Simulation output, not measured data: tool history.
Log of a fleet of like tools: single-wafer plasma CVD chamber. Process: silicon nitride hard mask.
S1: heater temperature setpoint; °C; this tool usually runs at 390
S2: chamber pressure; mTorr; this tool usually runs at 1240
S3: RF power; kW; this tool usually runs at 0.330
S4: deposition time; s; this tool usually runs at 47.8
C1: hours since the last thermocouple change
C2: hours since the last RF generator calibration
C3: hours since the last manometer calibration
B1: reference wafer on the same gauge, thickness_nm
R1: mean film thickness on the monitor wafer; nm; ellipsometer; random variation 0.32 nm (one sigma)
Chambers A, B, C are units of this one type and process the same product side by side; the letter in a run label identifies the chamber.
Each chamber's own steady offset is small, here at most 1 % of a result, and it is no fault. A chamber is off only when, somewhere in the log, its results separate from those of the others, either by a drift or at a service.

run	hour	S1	S2	S3	S4	C1	C2	C3	B1	R1
1A	13.8	390	1240	0.330	47.8	247.6	482.8	1091.1	50.317	54.595
2C	22.1	390	1240	0.330	47.8	797.6	933.2	615.9	50.344	54.615
3B	38.0	390	1240	0.330	47.8	343.1	176.2	124.3	50.331	54.071
4B	52.1	390	1240	0.330	47.8	357.2	190.3	138.4	50.215	54.289
5A	64.0	390	1240	0.300	47.8	297.8	533.0	1141.3	50.317	51.135
6C	72.7	390	1240	0.300	47.8	848.2	983.8	666.5	50.299	50.258
7A	81.4	390	1240	0.300	47.8	315.2	550.4	1158.7	50.216	50.756
8C	94.6	390	1240	0.330	47.8	870.1	1005.7	688.4	50.291	53.494
9B	102.6	390	1240	0.330	47.8	407.7	240.8	188.9	50.243	54.285
10B	110.3	390	1240	0.330	47.8	415.4	248.5	196.6	50.363	53.871
11C	119.3	390	1240	0.330	47.8	894.8	1030.4	713.1	50.263	54.025
12A	130.1	390	1240	0.330	47.8	363.9	599.1	1207.4	50.244	54.406
13C	146.2	390	1240	0.330	47.8	921.7	1057.3	740.0	50.345	54.046
14B	158.2	390	1240	0.330	47.8	463.3	296.4	244.5	50.305	53.495
15A	173.3	390	1240	0.330	47.8	407.1	642.3	1250.6	50.297	54.467
16C	181.3	390	1240	0.330	47.8	956.8	1092.4	775.1	50.262	54.229
17B	190.2	383	1240	0.330	42.1	495.3	328.4	276.5	50.274	47.684
18A	199.7	383	1240	0.330	42.1	433.5	668.7	1277.0	50.346	47.933
19A	207.7	383	1240	0.330	42.1	441.5	676.7	1285.0	50.303	48.281
20C	218.7	390	1240	0.365	47.8	994.2	1129.8	812.5	50.316	56.821
21B	227.4	390	1240	0.365	47.8	532.5	365.6	313.7	50.293	57.658
22C	239.4	390	1240	0.365	47.8	1014.9	1150.5	833.2	50.199	56.507
23A	253.1	390	1240	0.330	47.8	486.9	722.1	1330.4	50.234	54.035
24B	268.8	390	1240	0.330	47.8	573.9	407.0	355.1	50.349	53.987
25B	276.1	390	1240	0.330	47.8	581.2	414.3	362.4	50.273	54.220
26A	287.7	390	1240	0.330	56.3	521.5	756.7	1365.0	50.241	63.896
27C	299.3	390	1240	0.330	56.3	1074.8	1210.4	893.1	50.272	62.743
28A	314.2	390	1240	0.330	56.3	548.0	783.2	1391.5	50.395	64.404
29C	321.9	390	1240	0.330	47.8	1097.4	1233.0	915.7	50.270	52.898
30B	330.7	390	1240	0.330	47.8	635.8	468.9	417.0	50.245	53.945
31C	337.8	390	1240	0.330	47.8	1113.3	1248.9	931.6	50.343	52.843
32A	346.0	390	1240	0.330	47.8	579.8	815.0	1423.3	50.265	54.901
# hour 346.4: chamber A: RF generator calibrated
33B	358.6	390	1240	0.330	47.8	663.7	496.8	444.9	50.284	54.390
34B	372.5	390	1240	0.330	47.8	677.6	510.7	458.8	50.298	53.439
35A	387.8	390	1240	0.330	47.8	621.6	41.5	1465.1	50.274	54.537
36C	403.0	390	1240	0.330	47.8	1178.5	1314.1	996.8	50.289	52.463
37B	410.6	390	1240	0.330	47.8	715.7	548.8	496.9	50.257	54.416
38A	423.1	390	1240	0.330	47.8	656.9	76.8	1500.4	50.346	54.578
39C	434.6	390	1240	0.330	47.8	1210.1	1345.7	1028.4	50.304	52.503

Which is it: a chamber that has drifted or been left off by a service, a gauge drift common to all chambers, or only each chamber's usual small offset? If a chamber is off, name it and its likeliest cause.

One chamber, C, drifts off from the rest bit by bit.
What lies behind it: delivered RF power below the setpoint (%) = 7.35.

Chamber C could run next with any of the 4 candidate recipes listed below; each alters the usual settings, and their results appear as question marks. Which one brings its results back in line with what the other chambers deliver on the usual settings?
Maximum distance from the other chambers' mean on the usual settings for a result to count as in line: R1 1.100 nm
40C-1	446.5	390	1290	0.345	47.8					?
40C-2	446.5	391	1050	0.330	47.8					?
40C-3	446.5	390	1190	0.330	44.1					?
40C-4	446.5	390	1240	0.375	47.8					?

The other chambers' mean on the usual settings: R1 54.259 nm
run	R1
40C-1	53.826
40C-2	48.982
40C-3	47.067
40C-4	56.102
The right change is 40C-1: it brings the chamber back within the allowed miss of the others.
